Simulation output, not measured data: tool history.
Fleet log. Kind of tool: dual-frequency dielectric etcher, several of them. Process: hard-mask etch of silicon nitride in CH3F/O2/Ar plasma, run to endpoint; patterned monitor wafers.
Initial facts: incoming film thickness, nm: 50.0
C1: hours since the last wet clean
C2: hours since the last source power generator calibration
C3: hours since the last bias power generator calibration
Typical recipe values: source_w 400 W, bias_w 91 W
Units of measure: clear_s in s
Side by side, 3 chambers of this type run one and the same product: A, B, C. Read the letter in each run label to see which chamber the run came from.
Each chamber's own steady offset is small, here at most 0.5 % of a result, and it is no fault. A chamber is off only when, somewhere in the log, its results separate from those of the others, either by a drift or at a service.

Run 1C, day 0.283: usual settings; C1 426.7; C2 1181.6; C3 1020.2. Result: clear_s 66.083 s.
Run 2A, day 0.542: usual settings; C1 77.7; C2 878.9; C3 1222.8. Result: clear_s 67.928 s.
Run 3B, day 0.812: usual settings; C1 516.8; C2 2769.3; C3 1197.9. Result: clear_s 66.835 s.
Run 4C, day 1.208: usual settings; C1 448.9; C2 1203.8; C3 1042.4. Result: clear_s 66.805 s.
Run 5B, day 1.471: usual settings; C1 532.6; C2 2785.1; C3 1213.7. Result: clear_s 65.872 s.
Run 6A, day 1.983: usual settings; C1 112.3; C2 913.5; C3 1257.4. Result: clear_s 66.990 s.
Run 7C, day 2.325: usual settings; C1 475.7; C2 1230.6; C3 1069.2. Result: clear_s 66.830 s.
At day 2.642: chamber B: wet clean of the chamber.
Run 8B, day 2.779: usual settings but source_w 370 W; C1 3.3; C2 2816.5; C3 1245.1. Result: clear_s 69.080 s.
Run 9A, day 3.167: usual settings but source_w 370 W; C1 140.7; C2 941.9; C3 1285.8. Result: clear_s 68.550 s.
Run 10B, day 3.708: usual settings but source_w 370 W; C1 25.6; C2 2838.8; C3 1267.4. Result: clear_s 68.595 s.
Run 11A, day 4.046: usual settings; C1 161.8; C2 963.0; C3 1306.9. Result: clear_s 67.204 s.
Run 12C, day 4.529: usual settings; C1 528.6; C2 1283.5; C3 1122.1. Result: clear_s 67.106 s.
Run 13C, day 4.771: usual settings; C1 534.4; C2 1289.3; C3 1127.9. Result: clear_s 67.277 s.
Run 14A, day 5.112: usual settings; C1 187.4; C2 988.6; C3 1332.5. Result: clear_s 65.829 s.
At day 5.408: chamber C: wet clean of the chamber.
Run 15B, day 5.438: usual settings; C1 67.1; C2 2880.3; C3 1308.9. Result: clear_s 66.616 s.
Run 16B, day 5.871: usual settings; C1 77.5; C2 2890.7; C3 1319.3. Result: clear_s 66.735 s.
Run 17A, day 6.396: usual settings; C1 218.2; C2 1019.4; C3 1363.3. Result: clear_s 66.648 s.
Run 18C, day 6.779: usual settings; C1 32.9; C2 1337.5; C3 1176.1. Result: clear_s 67.829 s.
Run 19A, day 7.029: usual settings; C1 233.4; C2 1034.6; C3 1378.5. Result: clear_s 66.375 s.
Run 20C, day 7.296: usual settings but source_w 330 W; C1 45.3; C2 1349.9; C3 1188.5. Result: clear_s 71.509 s.
Run 21B, day 7.717: usual settings but source_w 330 W; C1 121.8; C2 2935.0; C3 1363.6. Result: clear_s 71.433 s.
Run 22A, day 8.042: usual settings but source_w 330 W; C1 257.7; C2 1058.9; C3 1402.8. Result: clear_s 70.606 s.
Run 23C, day 8.354: usual settings; C1 70.7; C2 1375.3; C3 1213.9. Result: clear_s 67.168 s.
Run 24B, day 8.746: usual settings; C1 146.5; C2 2959.7; C3 1388.3. Result: clear_s 67.104 s.
Run 25C, day 9.212: usual settings; C1 91.3; C2 1395.9; C3 1234.5. Result: clear_s 67.311 s.
Run 26B, day 9.600: usual settings; C1 167.0; C2 2980.2; C3 1408.8. Result: clear_s 66.246 s.
Run 27A, day 9.992: usual settings; C1 304.5; C2 1105.7; C3 1449.6. Result: clear_s 66.456 s.
Run 28B, day 10.412: usual settings; C1 186.5; C2 2999.7; C3 1428.3. Result: clear_s 66.393 s.
Run 29A, day 10.962: usual settings; C1 327.8; C2 1129.0; C3 1472.9. Result: clear_s 66.274 s.
Run 30C, day 11.358: usual settings; C1 142.8; C2 1447.4; C3 1286.0. Result: clear_s 66.483 s.

Predict what each chamber gives when all 3 of them run the settings below next.
Run 31A, day 11.758: usual settings but source_w 320 W. Result: clear_s ?.
Run 31B, day 11.758: usual settings but source_w 320 W. Result: clear_s ?.
Run 31C, day 11.758: usual settings but source_w 320 W. Result: clear_s ?.

run  clear_s
31A   73.196
31B   72.459
31C   73.124
